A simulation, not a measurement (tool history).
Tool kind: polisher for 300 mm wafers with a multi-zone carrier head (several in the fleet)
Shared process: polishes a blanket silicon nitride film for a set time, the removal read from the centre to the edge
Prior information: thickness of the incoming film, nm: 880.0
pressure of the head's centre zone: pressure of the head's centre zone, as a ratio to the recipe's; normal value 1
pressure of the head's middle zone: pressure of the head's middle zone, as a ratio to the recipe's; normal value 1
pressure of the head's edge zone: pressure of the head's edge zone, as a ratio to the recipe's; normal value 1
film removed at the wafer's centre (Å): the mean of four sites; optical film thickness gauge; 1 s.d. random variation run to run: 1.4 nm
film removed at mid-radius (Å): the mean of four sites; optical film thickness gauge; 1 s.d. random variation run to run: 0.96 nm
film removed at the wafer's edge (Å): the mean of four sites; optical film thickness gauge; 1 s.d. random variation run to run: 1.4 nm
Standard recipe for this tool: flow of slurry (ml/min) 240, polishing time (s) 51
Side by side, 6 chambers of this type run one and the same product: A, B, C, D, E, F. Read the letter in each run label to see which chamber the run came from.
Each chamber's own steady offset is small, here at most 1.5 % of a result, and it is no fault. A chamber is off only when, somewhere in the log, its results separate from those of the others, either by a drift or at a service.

| run | hour | flow of slurry (ml/min) | pressure of the head's centre zone | pressure of the head's middle zone | pressure of the head's edge zone | polishing time (s) | wafers polished on this pad | hours since the slurry nozzle was cleaned | hours since the centre zone pressure was calibrated | hours since the edge zone pressure was calibrated | film removed at the wafer's centre (Å) | film removed at mid-radius (Å) | film removed at the wafer's edge (Å) |
|---|---|---|---|---|---|---|---|---|---|---|---|---|---|
|  | 1.5 | chamber F: worn pad replaced by a new one |
| 1C | 2.8 | 240 | 1 | 1 | 1 | 51 | 1357 | 185 | 205.4 | 356.3 | 1134.6 | 1156.5 | 1168.2 |
| 2B | 6.6 | 240 | 1 | 1 | 1 | 51 | 516 | 528.5 | 655.4 | 611.6 | 1150.5 | 1154.6 | 1141.5 |
|  | 11.1 | chamber C: worn pad replaced by a new one |
| 3F | 11.3 | 240 | 1 | 1 | 1 | 51 | 116 | 340 | 463.5 | 258.1 | 1148.1 | 1170.9 | 1184.9 |
| 4E | 15 | 240 | 1 | 1 | 1 | 51 | 691 | 59.8 | 993.3 | 312.7 | 1144.6 | 1152.8 | 1138.2 |
| 5A | 20.2 | 240 | 1 | 1 | 1 | 51 | 887 | 694.1 | 528 | 646.2 | 1184.9 | 1133 | 1152.1 |
| 6D | 23.2 | 240 | 1 | 1 | 1 | 51 | 922 | 141.5 | 1186.5 | 167.4 | 1163.9 | 1168.8 | 1152.6 |
|  | 24.3 | chamber B: worn pad replaced by a new one |
| 7D | 28.1 | 240 | 1 | 1 | 1 | 51 | 980 | 146.4 | 1191.4 | 172.3 | 1138.3 | 1155.5 | 1140.9 |
| 8B | 32.6 | 240 | 1.09 | 1 | 1 | 51 | 98 | 554.5 | 681.4 | 637.6 | 1270.4 | 1151.5 | 1171.5 |
| 9C | 37.2 | 240 | 1.09 | 1 | 1 | 51 | 307 | 219.4 | 239.8 | 390.7 | 1246.1 | 1161.8 | 1120.7 |
| 10F | 40.8 | 240 | 1.09 | 1 | 1 | 51 | 463 | 369.5 | 493 | 287.6 | 1258 | 1158.2 | 1140.9 |
| 11E | 43.2 | 240 | 1.09 | 1 | 1 | 51 | 1023 | 88 | 1021.5 | 340.9 | 1261.1 | 1116 | 1108.1 |
|  | 43.3 | chamber D: worn pad replaced by a new one |
| 12A | 46.3 | 240 | 1.09 | 1 | 1 | 51 | 1195 | 720.2 | 554.1 | 672.3 | 1281.4 | 1141.8 | 1172.8 |
| 13C | 50.2 | 240 | 1.09 | 1 | 1 | 51 | 460 | 232.4 | 252.8 | 403.7 | 1264.8 | 1171.6 | 1143 |
|  | 52.2 | chamber A: worn pad replaced by a new one |
| 14A | 54.1 | 240 | 1 | 1 | 1 | 38 | 23 | 728 | 561.9 | 680.1 | 865.55 | 849.2 | 837.94 |
| 15B | 57.8 | 240 | 1 | 1 | 1 | 38 | 395 | 579.7 | 706.6 | 662.8 | 832.61 | 863.43 | 847.2 |
| 16E | 60.7 | 240 | 1 | 1 | 1 | 38 | 1230 | 105.5 | 1039 | 358.4 | 828.74 | 823.25 | 823.58 |
| 17F | 64.4 | 240 | 1 | 1 | 1 | 38 | 741 | 393.1 | 516.6 | 311.2 | 868.18 | 855.56 | 868.89 |
| 18D | 69.2 | 240 | 1 | 1 | 1 | 38 | 305 | 187.5 | 1232.5 | 213.4 | 852.54 | 850.33 | 840.98 |
| 19A | 74.4 | 240 | 1 | 1 | 1 | 38 | 262 | 748.3 | 582.2 | 700.4 | 865 | 835.61 | 857.81 |
| 20B | 77.3 | 240 | 1 | 1 | 1 | 51 | 624 | 599.2 | 726.1 | 682.3 | 1138.4 | 1153.4 | 1134.7 |
| 21C | 80.8 | 240 | 1 | 1 | 1 | 51 | 821 | 263 | 283.4 | 434.3 | 1121.7 | 1156 | 1153.4 |
| 22E | 83.3 | 240 | 1 | 1 | 1 | 51 | 1496 | 128.1 | 1061.6 | 381 | 1091 | 1113.8 | 1095.9 |
|  | 86.2 | chamber B: worn pad replaced by a new one |
| 23D | 87.8 | 240 | 1 | 1 | 1 | 51 | 524 | 206.1 | 1251.1 | 232 | 1138.1 | 1145 | 1147.5 |
| 24F | 91.5 | 240 | 1 | 1 | 1 | 51 | 1060 | 420.2 | 543.7 | 338.3 | 1170.9 | 1152.5 | 1172.3 |
|  | 92.4 | chamber D: slurry nozzle cleaned |
| 25D | 96.4 | 240 | 1 | 1 | 1 | 51 | 626 | 4 | 1259.7 | 240.6 | 1148.4 | 1146.9 | 1142.2 |
|  | 97.8 | chamber F: worn pad replaced by a new one |
| 26C | 99.7 | 240 | 1 | 1 | 1 | 51 | 1043 | 281.9 | 302.3 | 453.2 | 1161.7 | 1162.4 | 1153.9 |
| 27F | 102.4 | 240 | 1 | 1 | 1 | 51 | 54 | 431.1 | 554.6 | 349.2 | 1133.5 | 1153.1 | 1173.5 |
|  | 106 | chamber B: edge zone pressure recalibrated |
| 28A | 106.9 | 240 | 1 | 1 | 1 | 51 | 645 | 780.8 | 614.7 | 732.9 | 1174 | 1133.7 | 1157.1 |
| 29B | 111 | 240 | 1 | 1 | 1 | 51 | 292 | 632.9 | 759.8 | 5.1 | 1166.3 | 1167.5 | 1150.6 |
|  | 111.4 | chamber E: edge zone pressure recalibrated |
| 30E | 116.3 | 240 | 1 | 1 | 1 | 51 | 1884 | 161.1 | 1094.6 | 5 | 1045.7 | 1054.1 | 1077 |
|  | 117.5 | chamber A: slurry nozzle cleaned |
| 31D | 120.6 | 240 | 1 | 1 | 1 | 51 | 911 | 28.2 | 1283.9 | 264.8 | 1161.6 | 1140.4 | 1121.7 |
|  | 121.9 | chamber B: slurry nozzle cleaned |
|  | 122 | chamber F: edge zone pressure recalibrated |
| 32A | 123.8 | 240 | 1 | 1 | 1 | 51 | 844 | 6.3 | 631.6 | 749.8 | 1143.3 | 1137.3 | 1157.3 |
| 33E | 128.9 | 240 | 1 | 1 | 1 | 51 | 2033 | 173.7 | 1107.2 | 17.6 | 1033.5 | 1063.3 | 1047.2 |
| 34B | 133.1 | 240 | 1 | 1 | 1 | 51 | 552 | 11.2 | 781.9 | 27.2 | 1164.3 | 1143.1 | 1145.6 |
| 35C | 136.7 | 240 | 1 | 1 | 1 | 51 | 1479 | 318.9 | 339.3 | 490.2 | 1160.2 | 1179 | 1163.4 |
|  | 138.1 | chamber C: worn pad replaced by a new one |
| 36F | 141.1 | 195 | 1 | 1 | 0.93 | 51 | 510 | 469.8 | 593.3 | 19.2 | 1121 | 1118.5 | 1077.2 |
| 37D | 146.4 | 195 | 1 | 1 | 0.93 | 51 | 1214 | 54 | 1309.7 | 290.6 | 1094.1 | 1116.3 | 1088.2 |
|  | 147.6 | chamber B: worn pad replaced by a new one |
| 38B | 149.6 | 195 | 1 | 1 | 0.93 | 51 | 23 | 27.7 | 798.4 | 43.7 | 1119.4 | 1119.3 | 1093.7 |
| 39E | 152.3 | 195 | 1 | 1 | 0.93 | 51 | 2308 | 197.1 | 1130.6 | 41 | 1018.5 | 1016.4 | 970.38 |
| 40C | 154.6 | 195 | 1 | 1 | 0.93 | 51 | 195 | 336.8 | 357.2 | 508.1 | 1086.2 | 1129.5 | 1099.9 |

One chamber off, gauge drift, or nothing amiss beyond the chambers' own small offsets? If it is a chamber, which one, and what is the likeliest cause?

One chamber, E, drifts off from the rest bit by bit.
Cause: removal rate lost through wear of the pad, % = 10.2.

Here are 4 candidates for chamber E's next run, each the usual settings with a change, their results left as question marks. Which one brings its results back in line with what the others give on the usual settings?
Counts as in line when no further than this from what the other chambers average on the usual settings: film removed at the wafer's centre (Å) 48; film removed at mid-radius (Å) 34; film removed at the wafer's edge (Å) 51
| 41E-1 | 158.4 | 240 | 1 | 1 | 1 | 46 |  |  |  |  | ? | ? | ? |
| 41E-2 | 158.4 | 245 | 1.01 | 1 | 1 | 57 |  |  |  |  | ? | ? | ? |
| 41E-3 | 158.4 | 240 | 1 | 1 | 1 | 49 |  |  |  |  | ? | ? | ? |
| 41E-4 | 158.4 | 240 | 1 | 1 | 1 | 53 |  |  |  |  | ? | ? | ? |

Mean of the other chambers on the usual settings: film removed at the wafer's centre (Å) 1148.9; film removed at mid-radius (Å) 1152.7; film removed at the wafer's edge (Å) 1150.3
| run | film removed at the wafer's centre (Å) | film removed at mid-radius (Å) | film removed at the wafer's edge (Å) |
|---|---|---|---|
| 41E-1 | 924.09 | 931.62 | 925.37 |
| 41E-2 | 1161 | 1157.4 | 1148.9 |
| 41E-3 | 984.35 | 992.38 | 985.72 |
| 41E-4 | 1064.7 | 1073.4 | 1066.2 |
Change 41E-2 lands the chamber within the allowed miss of the other chambers.
